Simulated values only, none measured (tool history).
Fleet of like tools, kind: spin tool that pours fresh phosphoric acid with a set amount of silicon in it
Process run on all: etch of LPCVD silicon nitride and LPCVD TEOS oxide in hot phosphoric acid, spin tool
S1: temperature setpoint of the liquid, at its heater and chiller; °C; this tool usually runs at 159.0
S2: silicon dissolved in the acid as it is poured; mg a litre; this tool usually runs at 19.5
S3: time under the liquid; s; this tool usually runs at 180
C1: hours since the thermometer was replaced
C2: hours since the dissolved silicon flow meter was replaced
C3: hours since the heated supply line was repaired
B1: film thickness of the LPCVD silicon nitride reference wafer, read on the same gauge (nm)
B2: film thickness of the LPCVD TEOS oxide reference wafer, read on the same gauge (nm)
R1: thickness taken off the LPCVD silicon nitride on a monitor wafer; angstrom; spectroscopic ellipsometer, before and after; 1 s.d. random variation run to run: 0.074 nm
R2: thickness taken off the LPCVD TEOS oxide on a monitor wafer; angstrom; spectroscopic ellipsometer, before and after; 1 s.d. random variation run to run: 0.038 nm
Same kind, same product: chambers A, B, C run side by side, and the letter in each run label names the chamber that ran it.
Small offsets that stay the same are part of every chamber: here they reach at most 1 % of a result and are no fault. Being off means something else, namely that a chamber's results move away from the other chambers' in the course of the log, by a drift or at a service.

run 1B day=0.192 | S1=159.0 S2=19.5 S3=180 | C1=681.3 C2=1311.0 C3=51.5 | B1=119.99 B2=79.970 | R1=157.79 R2=3.1609
run 2C day=0.408 | S1=159.0 S2=19.5 S3=180 | C1=525.4 C2=1051.3 C3=536.2 | B1=120.01 B2=80.018 | R1=155.55 R2=2.9854
run 3A day=0.546 | S1=159.0 S2=19.5 S3=180 | C1=671.2 C2=327.2 C3=991.7 | B1=119.99 B2=79.998 | R1=157.31 R2=2.2434
run 4B day=0.708 | S1=159.0 S2=19.5 S3=180 | C1=693.7 C2=1323.4 C3=63.9 | B1=120.00 B2=80.038 | R1=158.01 R2=2.7886
run 5A day=0.846 | S1=159.0 S2=19.5 S3=180 | C1=678.4 C2=334.4 C3=998.9 | B1=120.00 B2=79.993 | R1=157.10 R2=2.2802
run 6C day=1.017 | S1=159.0 S2=19.5 S3=180 | C1=540.0 C2=1065.9 C3=550.8 | B1=119.98 B2=80.012 | R1=156.81 R2=2.5721
run 7A day=1.167 | S1=159.0 S2=19.5 S3=180 | C1=686.1 C2=342.1 C3=1006.6 | B1=119.98 B2=79.987 | R1=157.58 R2=2.8987
run 8B day=1.404 | S1=161.5 S2=19.5 S3=180 | C1=710.4 C2=1340.1 C3=80.6 | B1=119.98 B2=79.987 | R1=169.81 R2=3.7166
run 9C day=1.658 | S1=161.5 S2=19.5 S3=180 | C1=555.4 C2=1081.3 C3=566.2 | B1=120.01 B2=79.979 | R1=172.76 R2=3.5438
run 10B day=1.892 | S1=161.5 S2=19.5 S3=180 | C1=722.1 C2=1351.8 C3=92.3 | B1=120.01 B2=80.040 | R1=171.48 R2=2.7895
run 11A day=2.046 | S1=159.0 S2=19.5 S3=180 | C1=707.2 C2=363.2 C3=1027.7 | B1=120.00 B2=80.009 | R1=158.91 R2=2.7725
run 12C day=2.225 | S1=159.0 S2=19.5 S3=180 | C1=569.0 C2=1094.9 C3=579.8 | B1=119.96 B2=79.963 | R1=157.21 R2=2.4600
run 13A day=2.362 | S1=159.0 S2=19.5 S3=180 | C1=714.8 C2=370.8 C3=1035.3 | B1=119.99 B2=79.982 | R1=157.82 R2=2.8626
run 14C day=2.517 | S1=161.5 S2=15.0 S3=180 | C1=576.0 C2=1101.9 C3=586.8 | B1=120.00 B2=79.988 | R1=170.23 R2=3.1438
-- day=2.525 chamber C: dissolved silicon flow meter replaced
run 15B day=2.750 | S1=161.5 S2=15.0 S3=180 | C1=742.7 C2=1372.4 C3=112.9 | B1=120.02 B2=80.035 | R1=171.27 R2=3.4663
run 16B day=2.962 | S1=161.5 S2=15.0 S3=180 | C1=747.8 C2=1377.5 C3=118.0 | B1=120.01 B2=80.000 | R1=171.38 R2=3.1721
run 17A day=3.146 | S1=159.0 S2=19.5 S3=180 | C1=733.6 C2=389.6 C3=1054.1 | B1=119.99 B2=80.022 | R1=158.08 R2=2.5156
run 18C day=3.329 | S1=159.0 S2=19.5 S3=180 | C1=595.5 C2=19.4 C3=606.3 | B1=119.98 B2=80.014 | R1=156.89 R2=2.2155
run 19A day=3.500 | S1=158.0 S2=26.0 S3=180 | C1=742.1 C2=398.1 C3=1062.6 | B1=120.01 B2=79.977 | R1=152.41 R2=1.9865
run 20C day=3.733 | S1=158.0 S2=26.0 S3=180 | C1=605.2 C2=29.1 C3=616.0 | B1=120.00 B2=79.995 | R1=152.43 R2=1.6950
run 21B day=3.954 | S1=158.0 S2=26.0 S3=180 | C1=771.6 C2=1401.3 C3=141.8 | B1=119.98 B2=80.007 | R1=152.46 R2=1.8118
run 22A day=4.171 | S1=159.0 S2=19.5 S3=180 | C1=758.2 C2=414.2 C3=1078.7 | B1=119.99 B2=79.964 | R1=158.27 R2=2.4126
run 23C day=4.379 | S1=159.0 S2=19.5 S3=180 | C1=620.7 C2=44.6 C3=631.5 | B1=119.99 B2=80.019 | R1=156.64 R2=1.9697
run 24B day=4.575 | S1=159.0 S2=19.5 S3=180 | C1=786.5 C2=1416.2 C3=156.7 | B1=119.99 B2=80.012 | R1=158.40 R2=2.4945
run 25B day=4.800 | S1=159.0 S2=19.5 S3=260 | C1=791.9 C2=1421.6 C3=162.1 | B1=119.98 B2=80.021 | R1=227.35 R2=3.5370
run 26C day=4.946 | S1=159.0 S2=19.5 S3=260 | C1=634.3 C2=58.2 C3=645.1 | B1=119.98 B2=80.001 | R1=228.18 R2=3.5534
run 27A day=5.188 | S1=159.0 S2=19.5 S3=260 | C1=782.6 C2=438.6 C3=1103.1 | B1=120.02 B2=80.026 | R1=229.08 R2=3.8135
run 28A day=5.392 | S1=158.0 S2=29.5 S3=180 | C1=787.5 C2=443.5 C3=1108.0 | B1=120.00 B2=79.999 | R1=152.23 R2=1.3375
run 29B day=5.592 | S1=158.0 S2=29.5 S3=180 | C1=810.9 C2=1440.6 C3=181.1 | B1=120.01 B2=80.037 | R1=153.00 R2=1.6739

For the next run the whole fleet of 3 chambers uses the same settings. Give each chamber's results:
run 30A day=5.779 | S1=159.0 S2=19.5 S3=180 | R1=? R2=?
run 30B day=5.779 | S1=159.0 S2=19.5 S3=180 | R1=? R2=?
run 30C day=5.779 | S1=159.0 S2=19.5 S3=180 | R1=? R2=?

run=30A R1=157.96 R2=2.7858
run=30B R1=157.40 R2=3.1862
run=30C R1=156.48 R2=2.3139
